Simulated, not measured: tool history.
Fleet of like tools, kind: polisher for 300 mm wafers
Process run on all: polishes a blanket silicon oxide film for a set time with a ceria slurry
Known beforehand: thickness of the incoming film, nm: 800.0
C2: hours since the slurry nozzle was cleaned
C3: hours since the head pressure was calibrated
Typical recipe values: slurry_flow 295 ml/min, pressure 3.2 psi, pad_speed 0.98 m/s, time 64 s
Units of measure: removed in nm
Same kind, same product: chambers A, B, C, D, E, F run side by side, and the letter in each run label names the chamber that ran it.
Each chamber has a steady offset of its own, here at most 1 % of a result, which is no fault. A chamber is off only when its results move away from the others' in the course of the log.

{"hour": 2.5, "done": "chamber A: worn pad replaced by a new one"}
{"run": "1C", "hour": 11.0, "slurry_flow": 295, "pressure": 3.2, "pad_speed": 0.98, "time": 64, "wafers polished on this pad": 481, "C2": 60.3, "C3": 354.1, "removed": 292.85}
{"hour": 11.7, "done": "chamber B: worn pad replaced by a new one"}
{"run": "2F", "hour": 20.2, "slurry_flow": 295, "pressure": 3.2, "pad_speed": 0.98, "time": 64, "wafers polished on this pad": 684, "C2": 54, "C3": 534.4, "removed": 299.88}
{"run": "3D", "hour": 31.1, "slurry_flow": 295, "pressure": 3.2, "pad_speed": 0.98, "time": 64, "wafers polished on this pad": 786, "C2": 34.3, "C3": 31.6, "removed": 296.21}
{"hour": 35.6, "done": "chamber E: worn pad replaced by a new one"}
{"run": "4B", "hour": 37.1, "slurry_flow": 295, "pressure": 3.2, "pad_speed": 0.98, "time": 64, "wafers polished on this pad": 229, "C2": 146.4, "C3": 582.5, "removed": 294.07}
{"run": "5A", "hour": 48.7, "slurry_flow": 295, "pressure": 3.2, "pad_speed": 0.98, "time": 64, "wafers polished on this pad": 417, "C2": 199.4, "C3": 326.4, "removed": 293.02}
{"run": "6E", "hour": 55.5, "slurry_flow": 295, "pressure": 3.2, "pad_speed": 0.98, "time": 64, "wafers polished on this pad": 180, "C2": 346.2, "C3": 715.6, "removed": 296}
{"hour": 59.5, "done": "chamber C: worn pad replaced by a new one"}
{"hour": 60.6, "done": "chamber E: head pressure recalibrated"}
{"run": "7D", "hour": 61.2, "slurry_flow": 295, "pressure": 3.2, "pad_speed": 0.98, "time": 64, "wafers polished on this pad": 1058, "C2": 64.4, "C3": 61.7, "removed": 288.21}
{"run": "8F", "hour": 71.7, "slurry_flow": 295, "pressure": 3.2, "pad_speed": 0.98, "time": 64, "wafers polished on this pad": 1149, "C2": 105.5, "C3": 585.9, "removed": 299.42}
{"hour": 78.6, "done": "chamber D: worn pad replaced by a new one"}
{"run": "9C", "hour": 80.0, "slurry_flow": 295, "pressure": 3.2, "pad_speed": 0.98, "time": 64, "wafers polished on this pad": 185, "C2": 129.3, "C3": 423.1, "removed": 291.07}
{"run": "10E", "hour": 87.0, "slurry_flow": 295, "pressure": 3.2, "pad_speed": 0.98, "time": 64, "wafers polished on this pad": 464, "C2": 377.7, "C3": 26.4, "removed": 294.14}
{"hour": 91.7, "done": "chamber A: worn pad replaced by a new one"}
{"run": "11A", "hour": 98.0, "slurry_flow": 295, "pressure": 3.2, "pad_speed": 0.98, "time": 64, "wafers polished on this pad": 57, "C2": 248.7, "C3": 375.7, "removed": 294.22}
{"hour": 100.6, "done": "chamber F: worn pad replaced by a new one"}
{"hour": 106.1, "done": "chamber E: worn pad replaced by a new one"}
{"run": "12B", "hour": 107.2, "slurry_flow": 295, "pressure": 3.2, "pad_speed": 0.98, "time": 64, "wafers polished on this pad": 862, "C2": 216.5, "C3": 652.6, "removed": 294.11}
{"hour": 108.7, "done": "chamber B: worn pad replaced by a new one"}
{"hour": 110.3, "done": "chamber A: slurry nozzle cleaned"}
{"hour": 116.2, "done": "chamber B: slurry nozzle cleaned"}
{"run": "13D", "hour": 116.3, "slurry_flow": 295, "pressure": 3.2, "pad_speed": 0.98, "time": 64, "wafers polished on this pad": 340, "C2": 119.5, "C3": 116.8, "removed": 290.42}
{"run": "14A", "hour": 127.4, "slurry_flow": 295, "pressure": 3.2, "pad_speed": 0.98, "time": 64, "wafers polished on this pad": 322, "C2": 17.1, "C3": 405.1, "removed": 297.18}
{"run": "15E", "hour": 133.7, "slurry_flow": 295, "pressure": 3.2, "pad_speed": 0.98, "time": 64, "wafers polished on this pad": 250, "C2": 424.4, "C3": 73.1, "removed": 297.2}
{"run": "16F", "hour": 144.2, "slurry_flow": 295, "pressure": 3.2, "pad_speed": 0.98, "time": 64, "wafers polished on this pad": 394, "C2": 178, "C3": 658.4, "removed": 298.9}
{"run": "17B", "hour": 153.2, "slurry_flow": 295, "pressure": 3.2, "pad_speed": 0.98, "time": 64, "wafers polished on this pad": 402, "C2": 37, "C3": 698.6, "removed": 297.29}
{"hour": 154.0, "done": "chamber C: worn pad replaced by a new one"}
{"run": "18C", "hour": 161.6, "slurry_flow": 295, "pressure": 2.7, "pad_speed": 0.98, "time": 64, "wafers polished on this pad": 69, "C2": 210.9, "C3": 504.7, "removed": 252.84}
{"run": "19B", "hour": 169.3, "slurry_flow": 295, "pressure": 2.7, "pad_speed": 0.98, "time": 64, "wafers polished on this pad": 548, "C2": 53.1, "C3": 714.7, "removed": 246.92}
{"hour": 173.4, "done": "chamber E: worn pad replaced by a new one"}
{"run": "20F", "hour": 178.4, "slurry_flow": 295, "pressure": 2.7, "pad_speed": 0.98, "time": 64, "wafers polished on this pad": 703, "C2": 212.2, "C3": 692.6, "removed": 251.49}
{"hour": 180.3, "done": "chamber A: worn pad replaced by a new one"}
{"run": "21D", "hour": 189.8, "slurry_flow": 295, "pressure": 2.7, "pad_speed": 0.98, "time": 64, "wafers polished on this pad": 1004, "C2": 193, "C3": 190.3, "removed": 247.69}
{"hour": 197.9, "done": "chamber D: worn pad replaced by a new one"}
{"run": "22C", "hour": 200.0, "slurry_flow": 295, "pressure": 2.7, "pad_speed": 0.98, "time": 64, "wafers polished on this pad": 416, "C2": 249.3, "C3": 543.1, "removed": 252.26}
{"run": "23A", "hour": 208.9, "slurry_flow": 295, "pressure": 2.7, "pad_speed": 0.98, "time": 64, "wafers polished on this pad": 258, "C2": 98.6, "C3": 486.6, "removed": 249.33}
{"hour": 217.4, "done": "chamber B: worn pad replaced by a new one"}
{"run": "24E", "hour": 220.9, "slurry_flow": 295, "pressure": 3.2, "pad_speed": 0.98, "time": 64, "wafers polished on this pad": 429, "C2": 511.6, "C3": 160.3, "removed": 292.08}
{"hour": 227.8, "done": "chamber D: slurry nozzle cleaned"}
{"run": "25F", "hour": 229.1, "slurry_flow": 295, "pressure": 3.2, "pad_speed": 0.98, "time": 64, "wafers polished on this pad": 1161, "C2": 262.9, "C3": 743.3, "removed": 297.06}
{"hour": 232.4, "done": "chamber F: worn pad replaced by a new one"}
{"run": "26B", "hour": 238.3, "slurry_flow": 295, "pressure": 3.2, "pad_speed": 0.98, "time": 64, "wafers polished on this pad": 189, "C2": 122.1, "C3": 783.7, "removed": 297.67}
{"hour": 247.1, "done": "chamber E: slurry nozzle cleaned"}
{"run": "27C", "hour": 248.4, "slurry_flow": 295, "pressure": 3.2, "pad_speed": 0.98, "time": 64, "wafers polished on this pad": 853, "C2": 297.7, "C3": 591.5, "removed": 300.12}
{"hour": 248.6, "done": "chamber E: worn pad replaced by a new one"}
{"run": "28D", "hour": 255.3, "slurry_flow": 295, "pressure": 3.2, "pad_speed": 0.98, "time": 64, "wafers polished on this pad": 518, "C2": 27.5, "C3": 255.8, "removed": 292.33}
{"hour": 257.5, "done": "chamber C: worn pad replaced by a new one"}
{"run": "29E", "hour": 265.3, "slurry_flow": 295, "pressure": 3.2, "pad_speed": 0.98, "time": 64, "wafers polished on this pad": 150, "C2": 18.2, "C3": 204.7, "removed": 294.53}
{"hour": 269.1, "done": "chamber A: worn pad replaced by a new one"}
{"run": "30A", "hour": 272.4, "slurry_flow": 295, "pressure": 3.2, "pad_speed": 0.7, "time": 64, "wafers polished on this pad": 30, "C2": 162.1, "C3": 550.1, "removed": 208.01}
{"run": "31C", "hour": 282.9, "slurry_flow": 295, "pressure": 3.2, "pad_speed": 0.7, "time": 64, "wafers polished on this pad": 229, "C2": 332.2, "C3": 626, "removed": 217.82}
{"run": "32D", "hour": 288.3, "slurry_flow": 295, "pressure": 3.2, "pad_speed": 0.7, "time": 64, "wafers polished on this pad": 816, "C2": 60.5, "C3": 288.8, "removed": 210.26}
{"run": "33E", "hour": 298.6, "slurry_flow": 295, "pressure": 3.2, "pad_speed": 0.7, "time": 64, "wafers polished on this pad": 451, "C2": 51.5, "C3": 238, "removed": 212.02}
{"hour": 304.6, "done": "chamber D: worn pad replaced by a new one"}
{"run": "34B", "hour": 309.6, "slurry_flow": 295, "pressure": 3.2, "pad_speed": 0.7, "time": 64, "wafers polished on this pad": 833, "C2": 193.4, "C3": 855, "removed": 211.23}
{"run": "35F", "hour": 314.9, "slurry_flow": 295, "pressure": 3.2, "pad_speed": 0.7, "time": 64, "wafers polished on this pad": 745, "C2": 348.7, "C3": 829.1, "removed": 212.87}
{"hour": 323.3, "done": "chamber B: worn pad replaced by a new one"}
{"run": "36A", "hour": 326.7, "slurry_flow": 295, "pressure": 3.2, "pad_speed": 1.26, "time": 74, "wafers polished on this pad": 520, "C2": 216.4, "C3": 604.4, "removed": 439.84}
{"hour": 332.9, "done": "chamber B: slurry nozzle cleaned"}
{"run": "37F", "hour": 336.9, "slurry_flow": 295, "pressure": 3.2, "pad_speed": 1.26, "time": 74, "wafers polished on this pad": 944, "C2": 370.7, "C3": 851.1, "removed": 438.29}
{"run": "38D", "hour": 346.6, "slurry_flow": 295, "pressure": 3.2, "pad_speed": 1.26, "time": 74, "wafers polished on this pad": 379, "C2": 118.8, "C3": 347.1, "removed": 434.26}
{"hour": 348.5, "done": "chamber A: worn pad replaced by a new one"}
{"run": "39B", "hour": 352.1, "slurry_flow": 295, "pressure": 3.2, "pad_speed": 1.26, "time": 74, "wafers polished on this pad": 260, "C2": 19.3, "C3": 897.5, "removed": 438.85}
{"run": "40A", "hour": 362.0, "slurry_flow": 295, "pressure": 3.2, "pad_speed": 1.26, "time": 74, "wafers polished on this pad": 121, "C2": 251.7, "C3": 639.7, "removed": 435.82}

Does one chamber stand apart from the rest, does the shared gauge drift, or is all well apart from small per-chamber offsets? Give the chamber and the most likely cause, where there is one.

One chamber, C, drifts off from the rest bit by bit.
Cause: head's pressure above its setpoint, % = 4.09.

Below are 4 candidate recipes for chamber C's next run, each the usual settings with a change, their results shown as question marks. Which of them brings C's results back in line with what the other chambers give on the usual settings?
In line means no further than this from the other chambers' mean on the usual settings: removed 6.5 nm
{"run": "41C-1", "hour": 370.6, "slurry_flow": 295, "pressure": 3.3, "pad_speed": 1.02, "time": 64, "removed": "?"}
{"run": "41C-2", "hour": 370.6, "slurry_flow": 295, "pressure": 3.3, "pad_speed": 0.98, "time": 65, "removed": "?"}
{"run": "41C-3", "hour": 370.6, "slurry_flow": 295, "pressure": 3.1, "pad_speed": 0.98, "time": 61, "removed": "?"}
{"run": "41C-4", "hour": 370.6, "slurry_flow": 295, "pressure": 3.2, "pad_speed": 0.96, "time": 63, "removed": "?"}

The other chambers' mean on the usual settings: removed 294.82 nm
run=41C-1 removed=328.92
run=41C-2 removed=320.77
run=41C-3 removed=282.99
run=41C-4 removed=295.34
Change 41C-4 lands the chamber within the allowed miss of the other chambers.

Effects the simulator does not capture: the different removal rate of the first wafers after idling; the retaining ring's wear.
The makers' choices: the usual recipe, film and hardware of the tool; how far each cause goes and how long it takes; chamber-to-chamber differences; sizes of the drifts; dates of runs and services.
